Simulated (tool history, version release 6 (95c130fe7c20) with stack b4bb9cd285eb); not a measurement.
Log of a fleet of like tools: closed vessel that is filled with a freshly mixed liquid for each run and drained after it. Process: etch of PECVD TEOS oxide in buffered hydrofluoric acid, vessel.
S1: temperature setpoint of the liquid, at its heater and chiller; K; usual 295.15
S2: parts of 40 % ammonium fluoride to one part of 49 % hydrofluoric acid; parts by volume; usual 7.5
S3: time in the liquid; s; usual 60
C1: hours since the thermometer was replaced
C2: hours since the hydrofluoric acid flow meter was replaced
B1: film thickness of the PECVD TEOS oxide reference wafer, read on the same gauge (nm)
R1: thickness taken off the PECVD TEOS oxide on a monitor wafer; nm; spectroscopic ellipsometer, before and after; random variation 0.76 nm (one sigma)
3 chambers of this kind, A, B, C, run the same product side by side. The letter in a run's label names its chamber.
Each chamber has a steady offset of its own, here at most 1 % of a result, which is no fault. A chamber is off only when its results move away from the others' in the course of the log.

run,hour,S1,S2,S3,C1,C2,B1,R1
1C,2.9,295.15,7.5,60,151.3,243.7,80.002,99.494
2B,7,295.15,7.5,60,214,1037,80.004,101.53
3A,10.5,295.15,7.5,60,1858.8,672.9,79.981,101.5
4A,12.5,295.15,7.5,60,1860.8,674.9,79.998,102.4
5B,16.4,295.15,7.5,60,223.4,1046.4,80.016,100.44
6C,20.6,295.15,7.5,60,169,261.4,79.988,100.96
7C,23.6,295.15,7.5,60,172,264.4,79.991,99.942
8A,27,295.15,7.5,60,1875.3,689.4,79.987,102.26
9B,31.1,295.15,7.5,60,238.1,1061.1,79.994,100.83
10C,34.6,295.15,7.5,60,183,275.4,79.992,100.8
11B,38.9,295.15,6.5,60,245.9,1068.9,79.992,115.92
12A,42.9,295.15,6.5,60,1891.2,705.3,79.994,117.17
13B,44.9,295.15,6.5,60,251.9,1074.9,80.017,116.84
14A,48.3,295.15,7.5,60,1896.6,710.7,79.989,102.3
15C,50.4,293.65,7.5,60,198.8,291.2,79.999,93.6
16B,53.1,293.65,7.5,60,260.1,1083.1,80.015,91.709
17A,57.3,293.65,7.5,60,1905.6,719.7,79.999,93.039
18C,59.5,295.15,7.5,60,207.9,300.3,80.03,101.32
19B,62.3,295.15,7.5,60,269.3,1092.3,79.994,100.82
20C,65.7,295.15,7.5,60,214.1,306.5,79.993,101.86
21A,68.2,295.15,7.5,60,1916.5,730.6,80.001,102.7
22A,70.9,295.15,7.5,60,1919.2,733.3,79.988,102.67
23C,72.7,295.15,7.5,60,221.1,313.5,79.993,101.67
24B,76.2,295.15,7.5,60,283.2,1106.2,79.987,101.44

Next, every chamber runs the same settings. What will each give?
25A,79.3,295.15,7.5,60,,,,?
25B,79.3,295.15,7.5,60,,,,?
25C,79.3,295.15,7.5,60,,,,?

run,R1
25A,101.8
25B,101.2
25C,101.21
